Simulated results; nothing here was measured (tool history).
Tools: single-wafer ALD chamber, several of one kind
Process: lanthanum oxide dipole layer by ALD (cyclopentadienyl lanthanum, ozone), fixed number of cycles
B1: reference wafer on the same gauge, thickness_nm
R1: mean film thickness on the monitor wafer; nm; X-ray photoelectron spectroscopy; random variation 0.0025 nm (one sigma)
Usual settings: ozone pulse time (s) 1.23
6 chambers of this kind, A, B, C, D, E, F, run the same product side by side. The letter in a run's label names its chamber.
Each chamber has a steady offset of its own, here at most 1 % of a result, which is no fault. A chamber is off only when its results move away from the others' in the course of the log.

{"run": "1C", "hour": 9.0, "ozone pulse time (s)": 1.23, "B1": 0.59246, "R1": 0.52092}
{"run": "2D", "hour": 23.1, "ozone pulse time (s)": 1.23, "B1": 0.59223, "R1": 0.53041}
{"run": "3B", "hour": 31.7, "ozone pulse time (s)": 1.23, "B1": 0.59197, "R1": 0.5351}
{"run": "4A", "hour": 45.5, "ozone pulse time (s)": 1.23, "B1": 0.59191, "R1": 0.53639}
{"run": "5F", "hour": 52.9, "ozone pulse time (s)": 0.95, "B1": 0.59201, "R1": 0.49012}
{"run": "6E", "hour": 65.2, "ozone pulse time (s)": 0.95, "B1": 0.59104, "R1": 0.49713}
{"run": "7C", "hour": 72.4, "ozone pulse time (s)": 0.95, "B1": 0.59226, "R1": 0.48637}
{"run": "8A", "hour": 82.5, "ozone pulse time (s)": 0.95, "B1": 0.59192, "R1": 0.49191}
{"hour": 87.4, "done": "chamber F: thermocouple changed; heater temperature recalibrated"}
{"run": "9B", "hour": 92.0, "ozone pulse time (s)": 0.95, "B1": 0.59184, "R1": 0.49771}
{"run": "10D", "hour": 102.8, "ozone pulse time (s)": 0.95, "B1": 0.59249, "R1": 0.4892}
{"run": "11E", "hour": 115.1, "ozone pulse time (s)": 1.23, "B1": 0.59318, "R1": 0.53406}
{"run": "12F", "hour": 125.6, "ozone pulse time (s)": 1.23, "B1": 0.59216, "R1": 0.5279}
{"run": "13A", "hour": 139.2, "ozone pulse time (s)": 1.23, "B1": 0.59196, "R1": 0.5338}
{"run": "14B", "hour": 149.5, "ozone pulse time (s)": 1.23, "B1": 0.59252, "R1": 0.53093}
{"hour": 150.9, "done": "chamber C: thermocouple changed; heater temperature recalibrated"}
{"run": "15C", "hour": 162.5, "ozone pulse time (s)": 1.23, "B1": 0.59205, "R1": 0.52534}
{"run": "16D", "hour": 173.5, "ozone pulse time (s)": 1.23, "B1": 0.59234, "R1": 0.52929}
{"run": "17F", "hour": 180.0, "ozone pulse time (s)": 1.23, "B1": 0.59156, "R1": 0.5256}
{"hour": 186.2, "done": "chamber E: ozone generator serviced"}
{"run": "18E", "hour": 189.2, "ozone pulse time (s)": 1.23, "B1": 0.59183, "R1": 0.53595}
{"run": "19E", "hour": 202.1, "ozone pulse time (s)": 1.23, "B1": 0.59227, "R1": 0.52779}
{"run": "20B", "hour": 213.9, "ozone pulse time (s)": 1.23, "B1": 0.59199, "R1": 0.52944}
{"run": "21F", "hour": 222.8, "ozone pulse time (s)": 1.23, "B1": 0.59236, "R1": 0.52735}
{"run": "22D", "hour": 231.9, "ozone pulse time (s)": 1.23, "B1": 0.59234, "R1": 0.52876}
{"run": "23C", "hour": 246.0, "ozone pulse time (s)": 1.7, "B1": 0.59125, "R1": 0.55263}
{"run": "24A", "hour": 258.9, "ozone pulse time (s)": 1.7, "B1": 0.59213, "R1": 0.56048}
{"run": "25E", "hour": 266.5, "ozone pulse time (s)": 1.7, "B1": 0.59169, "R1": 0.56099}
{"hour": 267.2, "done": "chamber A: thermocouple changed; heater temperature recalibrated"}
{"run": "26F", "hour": 277.0, "ozone pulse time (s)": 1.7, "B1": 0.59114, "R1": 0.55417}
{"run": "27D", "hour": 283.9, "ozone pulse time (s)": 1.7, "B1": 0.59176, "R1": 0.55943}
{"hour": 284.6, "done": "chamber C: ozone generator serviced"}
{"run": "28A", "hour": 297.8, "ozone pulse time (s)": 1.7, "B1": 0.59241, "R1": 0.56007}
{"run": "29C", "hour": 308.0, "ozone pulse time (s)": 1.23, "B1": 0.5922, "R1": 0.5222}
{"run": "30B", "hour": 319.5, "ozone pulse time (s)": 1.23, "B1": 0.59204, "R1": 0.52954}
{"run": "31B", "hour": 325.9, "ozone pulse time (s)": 1.23, "B1": 0.59167, "R1": 0.53598}
{"run": "32E", "hour": 340.8, "ozone pulse time (s)": 1.43, "B1": 0.59212, "R1": 0.5484}
{"run": "33A", "hour": 348.7, "ozone pulse time (s)": 1.43, "B1": 0.592, "R1": 0.54862}
{"run": "34D", "hour": 360.2, "ozone pulse time (s)": 1.43, "B1": 0.59189, "R1": 0.54395}
{"run": "35C", "hour": 369.7, "ozone pulse time (s)": 1.43, "B1": 0.5916, "R1": 0.53989}
{"run": "36F", "hour": 382.5, "ozone pulse time (s)": 1.43, "B1": 0.59122, "R1": 0.54208}
{"run": "37F", "hour": 389.3, "ozone pulse time (s)": 1.43, "B1": 0.59249, "R1": 0.54355}
{"run": "38E", "hour": 396.2, "ozone pulse time (s)": 0.99, "B1": 0.59157, "R1": 0.50093}
{"run": "39A", "hour": 405.0, "ozone pulse time (s)": 0.99, "B1": 0.59203, "R1": 0.49986}
{"run": "40C", "hour": 417.0, "ozone pulse time (s)": 0.99, "B1": 0.59203, "R1": 0.49691}
{"run": "41D", "hour": 429.9, "ozone pulse time (s)": 0.99, "B1": 0.59163, "R1": 0.50194}

Next, every chamber runs the same settings. What will each give?
{"run": "42A", "hour": 440.6, "ozone pulse time (s)": 1.23, "R1": "?"}
{"run": "42B", "hour": 440.6, "ozone pulse time (s)": 1.23, "R1": "?"}
{"run": "42C", "hour": 440.6, "ozone pulse time (s)": 1.23, "R1": "?"}
{"run": "42D", "hour": 440.6, "ozone pulse time (s)": 1.23, "R1": "?"}
{"run": "42E", "hour": 440.6, "ozone pulse time (s)": 1.23, "R1": "?"}
{"run": "42F", "hour": 440.6, "ozone pulse time (s)": 1.23, "R1": "?"}

run=42A R1=0.53117
run=42B R1=0.52979
run=42C R1=0.52385
run=42D R1=0.52769
run=42E R1=0.53738
run=42F R1=0.52514
